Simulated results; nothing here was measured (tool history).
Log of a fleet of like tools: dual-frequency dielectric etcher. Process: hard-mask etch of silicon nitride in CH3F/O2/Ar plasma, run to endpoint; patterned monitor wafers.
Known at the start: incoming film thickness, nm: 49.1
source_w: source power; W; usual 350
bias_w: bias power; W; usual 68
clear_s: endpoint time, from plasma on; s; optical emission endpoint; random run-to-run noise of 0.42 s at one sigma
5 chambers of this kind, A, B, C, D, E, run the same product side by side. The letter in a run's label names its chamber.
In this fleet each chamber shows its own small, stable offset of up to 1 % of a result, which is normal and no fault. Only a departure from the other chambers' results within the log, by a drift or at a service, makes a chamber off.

Run 1D, day 0.092: usual settings. Result: clear_s 75.646 s.
Run 2A, day 0.225: usual settings. Result: clear_s 77.065 s.
Run 3B, day 0.342: usual settings. Result: clear_s 75.418 s.
Run 4C, day 0.488: usual settings. Result: clear_s 75.861 s.
At day 0.571: chamber A: wet clean of the chamber.
Run 5E, day 0.650: usual settings. Result: clear_s 76.939 s.
Run 6E, day 0.788: usual settings. Result: clear_s 76.979 s.
Run 7A, day 0.921: usual settings. Result: clear_s 77.452 s.
Run 8C, day 1.067: usual settings. Result: clear_s 76.156 s.
Run 9B, day 1.188: usual settings but bias_w 79 W. Result: clear_s 71.914 s.
Run 10D, day 1.333: usual settings but bias_w 79 W. Result: clear_s 71.090 s.
Run 11D, day 1.450: usual settings but bias_w 79 W. Result: clear_s 71.809 s.
Run 12C, day 1.633: usual settings but bias_w 79 W. Result: clear_s 72.332 s.
Run 13E, day 1.800: usual settings but bias_w 79 W. Result: clear_s 73.378 s.
Run 14B, day 1.958: usual settings. Result: clear_s 74.684 s.
Run 15A, day 2.071: usual settings. Result: clear_s 76.571 s.
Run 16D, day 2.158: usual settings. Result: clear_s 75.285 s.
Run 17E, day 2.342: usual settings. Result: clear_s 77.417 s.
Run 18C, day 2.525: usual settings. Result: clear_s 76.335 s.
Run 19A, day 2.638: usual settings. Result: clear_s 75.608 s.
Run 20B, day 2.767: usual settings but source_w 400 W, bias_w 52 W. Result: clear_s 77.880 s.
Run 21C, day 2.917: usual settings but source_w 400 W, bias_w 52 W. Result: clear_s 79.000 s.
Run 22D, day 3.004: usual settings but source_w 400 W, bias_w 52 W. Result: clear_s 77.279 s.
Run 23B, day 3.167: usual settings but source_w 400 W, bias_w 52 W. Result: clear_s 78.256 s.
Run 24E, day 3.267: usual settings but source_w 400 W, bias_w 52 W. Result: clear_s 79.747 s.
Run 25A, day 3.388: usual settings. Result: clear_s 76.315 s.
Run 26A, day 3.517: usual settings. Result: clear_s 77.057 s.
Run 27E, day 3.646: usual settings. Result: clear_s 76.628 s.
Run 28C, day 3.779: usual settings. Result: clear_s 76.328 s.
Run 29D, day 3.954: usual settings. Result: clear_s 73.641 s.
Run 30B, day 4.138: usual settings. Result: clear_s 74.972 s.
Run 31B, day 4.229: usual settings. Result: clear_s 75.659 s.
Run 32A, day 4.321: usual settings. Result: clear_s 76.032 s.
Run 33D, day 4.450: usual settings. Result: clear_s 74.031 s.
Run 34E, day 4.588: usual settings. Result: clear_s 76.478 s.
At day 4.679: chamber C: wet clean of the chamber.
Run 35C, day 4.742: usual settings. Result: clear_s 75.989 s.
Run 36A, day 4.921: usual settings. Result: clear_s 76.872 s.
Run 37C, day 5.042: usual settings. Result: clear_s 75.938 s.
Run 38B, day 5.192: usual settings. Result: clear_s 75.228 s.
Run 39E, day 5.346: usual settings. Result: clear_s 76.341 s.
Run 40D, day 5.479: usual settings. Result: clear_s 73.271 s.

One chamber off, gauge drift, or nothing amiss beyond the chambers' own small offsets? If it is a chamber, which one, and what is the likeliest cause?

Chamber D drifts away from the others.
Likeliest cause: etch rate over this chamber's usual, % = 4.22.

Here are 4 candidates for chamber D's next run, each the usual settings with a change, their results left as question marks. Which one brings its results back in line with what the others give on the usual settings?
In line here means within this much of the mean the other chambers give on the usual settings: clear_s 1.500 s
Run 41D-1, day 5.612: usual settings but bias_w 66 W. Result: clear_s ?.
Run 41D-2, day 5.612: usual settings but source_w 370 W, bias_w 72 W. Result: clear_s ?.
Run 41D-3, day 5.612: usual settings but source_w 360 W. Result: clear_s ?.
Run 41D-4, day 5.612: usual settings but source_w 330 W, bias_w 64 W. Result: clear_s ?.

What the other chambers average on the usual settings: clear_s 76.254 s
  run  clear_s
41D-1   73.270
41D-2   69.636
41D-3   71.755
41D-4   75.723
41D-4 puts the chamber back in line with the other chambers.
